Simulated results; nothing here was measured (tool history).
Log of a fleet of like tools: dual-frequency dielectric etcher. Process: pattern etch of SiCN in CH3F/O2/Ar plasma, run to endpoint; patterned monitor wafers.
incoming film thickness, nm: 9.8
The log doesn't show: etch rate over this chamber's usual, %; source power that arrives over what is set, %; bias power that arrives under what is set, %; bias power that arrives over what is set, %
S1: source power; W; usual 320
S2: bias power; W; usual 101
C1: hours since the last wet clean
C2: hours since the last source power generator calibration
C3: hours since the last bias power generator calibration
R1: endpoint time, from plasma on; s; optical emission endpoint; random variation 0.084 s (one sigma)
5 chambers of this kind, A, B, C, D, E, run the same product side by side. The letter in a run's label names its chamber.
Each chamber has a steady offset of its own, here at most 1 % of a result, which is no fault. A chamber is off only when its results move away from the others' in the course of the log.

run 1B hour=7.1 | S1=320 S2=101 | C1=71.3 C2=140.0 C3=2675.4 | R1=24.907
run 2A hour=16.7 | S1=320 S2=101 | C1=295.9 C2=3647.3 C3=181.6 | R1=25.217
run 3E hour=22.4 | S1=320 S2=101 | C1=389.4 C2=398.3 C3=2473.0 | R1=25.175
run 4D hour=32.1 | S1=320 S2=101 | C1=584.9 C2=2103.5 C3=1956.0 | R1=25.348
run 5C hour=37.7 | S1=320 S2=101 | C1=104.2 C2=286.4 C3=1717.9 | R1=25.158
run 6C hour=43.0 | S1=320 S2=101 | C1=109.5 C2=291.7 C3=1723.2 | R1=25.212
run 7A hour=51.8 | S1=320 S2=101 | C1=331.0 C2=3682.4 C3=216.7 | R1=25.162
run 8E hour=60.9 | S1=320 S2=101 | C1=427.9 C2=436.8 C3=2511.5 | R1=24.997
-- hour=68.3 chamber E: wet clean of the chamber
run 9D hour=69.9 | S1=390 S2=101 | C1=622.7 C2=2141.3 C3=1993.8 | R1=23.537
-- hour=73.1 chamber D: wet clean of the chamber
run 10B hour=81.7 | S1=390 S2=101 | C1=145.9 C2=214.6 C3=2750.0 | R1=23.464
run 11A hour=91.0 | S1=390 S2=101 | C1=370.2 C2=3721.6 C3=255.9 | R1=23.249
run 12D hour=98.3 | S1=390 S2=101 | C1=25.3 C2=2169.7 C3=2022.2 | R1=23.486
run 13B hour=104.6 | S1=390 S2=101 | C1=168.8 C2=237.5 C3=2772.9 | R1=23.263
run 14E hour=113.8 | S1=320 S2=101 | C1=45.5 C2=489.7 C3=2564.4 | R1=25.106
run 15C hour=121.5 | S1=320 S2=101 | C1=188.0 C2=370.2 C3=1801.7 | R1=25.220
run 16C hour=132.9 | S1=320 S2=101 | C1=199.4 C2=381.6 C3=1813.1 | R1=25.159
-- hour=136.9 chamber D: bias power generator calibrated
run 17E hour=139.6 | S1=320 S2=101 | C1=71.3 C2=515.5 C3=2590.2 | R1=25.123
run 18D hour=145.2 | S1=260 S2=125 | C1=72.2 C2=2216.6 C3=8.3 | R1=24.964
run 19A hour=152.7 | S1=260 S2=125 | C1=431.9 C2=3783.3 C3=317.6 | R1=24.872
run 20B hour=163.6 | S1=260 S2=125 | C1=227.8 C2=296.5 C3=2831.9 | R1=24.770
run 21B hour=175.0 | S1=260 S2=125 | C1=239.2 C2=307.9 C3=2843.3 | R1=24.886
run 22A hour=181.8 | S1=260 S2=125 | C1=461.0 C2=3812.4 C3=346.7 | R1=24.993
run 23C hour=188.8 | S1=320 S2=101 | C1=255.3 C2=437.5 C3=1869.0 | R1=25.168
run 24D hour=200.7 | S1=320 S2=101 | C1=127.7 C2=2272.1 C3=63.8 | R1=25.297
run 25E hour=207.8 | S1=320 S2=101 | C1=139.5 C2=583.7 C3=2658.4 | R1=24.991
run 26A hour=217.1 | S1=320 S2=101 | C1=496.3 C2=3847.7 C3=382.0 | R1=25.155
run 27D hour=227.0 | S1=320 S2=101 | C1=154.0 C2=2298.4 C3=90.1 | R1=25.254
run 28B hour=233.5 | S1=360 S2=78 | C1=297.7 C2=366.4 C3=2901.8 | R1=26.220
-- hour=234.6 chamber E: bias power generator calibrated
run 29E hour=240.1 | S1=360 S2=78 | C1=171.8 C2=616.0 C3=5.5 | R1=26.250
run 30C hour=246.6 | S1=360 S2=78 | C1=313.1 C2=495.3 C3=1926.8 | R1=26.630
run 31C hour=256.2 | S1=360 S2=78 | C1=322.7 C2=504.9 C3=1936.4 | R1=26.401
run 32D hour=261.8 | S1=360 S2=78 | C1=188.8 C2=2333.2 C3=124.9 | R1=26.625
run 33B hour=268.5 | S1=320 S2=101 | C1=332.7 C2=401.4 C3=2936.8 | R1=24.942
run 34A hour=278.5 | S1=320 S2=101 | C1=557.7 C2=3909.1 C3=443.4 | R1=25.098
run 35E hour=289.9 | S1=320 S2=101 | C1=221.6 C2=665.8 C3=55.3 | R1=25.188
run 36D hour=298.6 | S1=320 S2=101 | C1=225.6 C2=2370.0 C3=161.7 | R1=25.229
run 37E hour=304.1 | S1=320 S2=101 | C1=235.8 C2=680.0 C3=69.5 | R1=25.051
run 38B hour=315.5 | S1=320 S2=101 | C1=379.7 C2=448.4 C3=2983.8 | R1=24.903

Is one chamber off against the others, does the gauge drift, or is nothing wrong? If a chamber is off, say which, and what the likeliest cause is.

No chamber stands off beyond its own small offset, and the gauge holds steady.

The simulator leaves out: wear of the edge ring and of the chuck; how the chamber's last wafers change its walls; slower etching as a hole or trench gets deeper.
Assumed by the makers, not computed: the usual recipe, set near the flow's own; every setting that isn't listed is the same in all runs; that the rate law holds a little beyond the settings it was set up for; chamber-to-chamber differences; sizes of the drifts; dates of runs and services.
